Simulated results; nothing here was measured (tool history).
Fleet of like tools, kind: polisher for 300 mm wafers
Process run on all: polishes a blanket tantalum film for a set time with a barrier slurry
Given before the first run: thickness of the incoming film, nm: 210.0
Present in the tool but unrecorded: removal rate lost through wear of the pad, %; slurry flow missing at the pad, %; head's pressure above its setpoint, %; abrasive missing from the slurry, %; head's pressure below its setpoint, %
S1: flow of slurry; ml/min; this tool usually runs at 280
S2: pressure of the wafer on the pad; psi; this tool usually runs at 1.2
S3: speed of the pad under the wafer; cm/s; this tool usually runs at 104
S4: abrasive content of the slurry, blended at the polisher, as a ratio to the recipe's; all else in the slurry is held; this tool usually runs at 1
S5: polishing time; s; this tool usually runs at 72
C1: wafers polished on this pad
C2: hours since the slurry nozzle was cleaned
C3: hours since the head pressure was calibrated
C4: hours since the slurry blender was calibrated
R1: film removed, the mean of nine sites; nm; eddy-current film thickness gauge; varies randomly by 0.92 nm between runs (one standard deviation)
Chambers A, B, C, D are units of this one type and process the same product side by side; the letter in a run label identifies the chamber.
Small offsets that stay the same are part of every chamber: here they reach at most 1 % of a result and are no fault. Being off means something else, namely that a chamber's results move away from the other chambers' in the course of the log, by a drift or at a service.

-- hour=0.5 chamber D: head pressure recalibrated
run 1D hour=5.6 | S1=280 S2=1.2 S3=104 S4=1 S5=72 | C1=409 C2=537.2 C3=5.1 C4=159.7 | R1=63.618
run 2A hour=10.7 | S1=280 S2=1.2 S3=104 S4=1 S5=72 | C1=552 C2=51 C3=220.5 C4=79.3 | R1=63.712
run 3C hour=14.7 | S1=280 S2=1.2 S3=104 S4=1 S5=72 | C1=229 C2=423.4 C3=325.1 C4=162.5 | R1=64.587
run 4B hour=18.1 | S1=280 S2=1.2 S3=104 S4=1 S5=72 | C1=867 C2=298 C3=130.6 C4=39 | R1=64.934
run 5B hour=23.5 | S1=280 S2=1.2 S3=104 S4=1 S5=72 | C1=913 C2=303.4 C3=136 C4=44.4 | R1=64.021
run 6A hour=28.2 | S1=280 S2=1.2 S3=104 S4=1 S5=72 | C1=700 C2=68.5 C3=238 C4=96.8 | R1=63.117
-- hour=28.3 chamber A: worn pad replaced by a new one
run 7C hour=34.1 | S1=280 S2=1.2 S3=104 S4=1 S5=72 | C1=393 C2=442.8 C3=344.5 C4=181.9 | R1=63.939
run 8D hour=37.9 | S1=280 S2=1.2 S3=104 S4=1 S5=72 | C1=682 C2=569.5 C3=37.4 C4=192 | R1=64.626
run 9D hour=43.7 | S1=280 S2=1.2 S3=104 S4=1 S5=72 | C1=731 C2=575.3 C3=43.2 C4=197.8 | R1=63.798
run 10A hour=49.4 | S1=280 S2=1.2 S3=104 S4=1 S5=72 | C1=178 C2=89.7 C3=259.2 C4=118 | R1=64.334
-- hour=50.3 chamber B: slurry nozzle cleaned
run 11B hour=55.2 | S1=280 S2=1.2 S3=104 S4=1 S5=72 | C1=1181 C2=5 C3=167.7 C4=76.1 | R1=63.81
run 12C hour=60.8 | S1=280 S2=1.5 S3=104 S4=1 S5=72 | C1=619 C2=469.5 C3=371.2 C4=208.6 | R1=80.077
run 13A hour=66.3 | S1=280 S2=1.5 S3=104 S4=1 S5=72 | C1=321 C2=106.6 C3=276.1 C4=134.9 | R1=78.008
run 14D hour=69.8 | S1=280 S2=1.5 S3=104 S4=1 S5=72 | C1=952 C2=601.4 C3=69.3 C4=223.9 | R1=83.89
-- hour=73.9 chamber B: worn pad replaced by a new one
run 15B hour=75 | S1=280 S2=1.5 S3=104 S4=1 S5=72 | C1=9 C2=24.8 C3=187.5 C4=95.9 | R1=84.237
run 16C hour=80.9 | S1=280 S2=1.2 S3=104 S4=1 S5=72 | C1=789 C2=489.6 C3=391.3 C4=228.7 | R1=64.11
run 17B hour=84.8 | S1=280 S2=1.2 S3=104 S4=1 S5=72 | C1=92 C2=34.6 C3=197.3 C4=105.7 | R1=64.297
-- hour=85.3 chamber D: worn pad replaced by a new one
run 18A hour=87.4 | S1=280 S2=1.2 S3=104 S4=1 S5=72 | C1=500 C2=127.7 C3=297.2 C4=156 | R1=62.32
run 19C hour=91.5 | S1=365 S2=1.2 S3=76 S4=1 S5=72 | C1=879 C2=500.2 C3=401.9 C4=239.3 | R1=47.261
-- hour=93 chamber A: worn pad replaced by a new one
run 20D hour=95.9 | S1=365 S2=1.2 S3=76 S4=1 S5=72 | C1=89 C2=627.5 C3=95.4 C4=250 | R1=47.215
run 21A hour=98.6 | S1=365 S2=1.2 S3=76 S4=1 S5=72 | C1=47 C2=138.9 C3=308.4 C4=167.2 | R1=48.234
run 22D hour=104 | S1=365 S2=1.2 S3=76 S4=1 S5=72 | C1=158 C2=635.6 C3=103.5 C4=258.1 | R1=47.447
run 23B hour=106.9 | S1=280 S2=1.2 S3=104 S4=1 S5=72 | C1=279 C2=56.7 C3=219.4 C4=127.8 | R1=65.377
run 24C hour=111.5 | S1=280 S2=1.2 S3=104 S4=1 S5=72 | C1=1049 C2=520.2 C3=421.9 C4=259.3 | R1=63.218
run 25C hour=117.2 | S1=280 S2=1.2 S3=104 S4=1 S5=72 | C1=1097 C2=525.9 C3=427.6 C4=265 | R1=63.26
-- hour=119.8 chamber C: head pressure recalibrated
run 26D hour=119.9 | S1=280 S2=0.8 S3=136 S4=1 S5=72 | C1=293 C2=651.5 C3=119.4 C4=274 | R1=55.808
run 27A hour=123 | S1=280 S2=0.8 S3=136 S4=1 S5=72 | C1=254 C2=163.3 C3=332.8 C4=191.6 | R1=56.726
run 28B hour=125.8 | S1=280 S2=0.8 S3=136 S4=1 S5=72 | C1=439 C2=75.6 C3=238.3 C4=146.7 | R1=56.041
run 29D hour=131.5 | S1=280 S2=0.8 S3=136 S4=1 S5=72 | C1=391 C2=663.1 C3=131 C4=285.6 | R1=57.98
run 30B hour=134.1 | S1=280 S2=1.2 S3=104 S4=1 S5=72 | C1=509 C2=83.9 C3=246.6 C4=155 | R1=64.433
run 31A hour=137.5 | S1=280 S2=1.2 S3=104 S4=1 S5=72 | C1=376 C2=177.8 C3=347.3 C4=206.1 | R1=64.044
run 32C hour=140.4 | S1=280 S2=1.2 S3=104 S4=1 S5=72 | C1=1293 C2=549.1 C3=20.6 C4=288.2 | R1=64.773
run 33B hour=143.1 | S1=280 S2=1.2 S3=104 S4=1 S5=72 | C1=585 C2=92.9 C3=255.6 C4=164 | R1=63.931
run 34A hour=147.9 | S1=280 S2=1.2 S3=104 S4=0.9 S5=94 | C1=465 C2=188.2 C3=357.7 C4=216.5 | R1=81.631
-- hour=149.5 chamber C: worn pad replaced by a new one
run 35C hour=152.5 | S1=280 S2=1.2 S3=104 S4=0.9 S5=94 | C1=26 C2=561.2 C3=32.7 C4=300.3 | R1=79.471
run 36D hour=156.1 | S1=280 S2=1.2 S3=104 S4=0.9 S5=94 | C1=599 C2=687.7 C3=155.6 C4=310.2 | R1=80.693
run 37A hour=161.1 | S1=280 S2=1.2 S3=104 S4=0.9 S5=94 | C1=576 C2=201.4 C3=370.9 C4=229.7 | R1=82.283
run 38D hour=165.9 | S1=280 S2=1.2 S3=104 S4=1 S5=72 | C1=682 C2=697.5 C3=165.4 C4=320 | R1=66.165
run 39B hour=169.9 | S1=280 S2=1.2 S3=104 S4=1 S5=72 | C1=812 C2=119.7 C3=282.4 C4=190.8 | R1=62.957
-- hour=170.9 chamber A: worn pad replaced by a new one
run 40C hour=173.2 | S1=280 S2=1.2 S3=104 S4=1 S5=72 | C1=201 C2=581.9 C3=53.4 C4=321 | R1=64.072
run 41D hour=175.9 | S1=280 S2=1.2 S3=104 S4=0.85 S5=72 | C1=767 C2=707.5 C3=175.4 C4=330 | R1=62.456
run 42A hour=181 | S1=280 S2=1.2 S3=104 S4=0.85 S5=72 | C1=85 C2=221.3 C3=390.8 C4=249.6 | R1=59.848

One chamber off, gauge drift, or nothing amiss beyond the chambers' own small offsets? If it is a chamber, which one, and what is the likeliest cause?

Beyond each chamber's small constant offset nothing stands out, and the gauge stays steady.

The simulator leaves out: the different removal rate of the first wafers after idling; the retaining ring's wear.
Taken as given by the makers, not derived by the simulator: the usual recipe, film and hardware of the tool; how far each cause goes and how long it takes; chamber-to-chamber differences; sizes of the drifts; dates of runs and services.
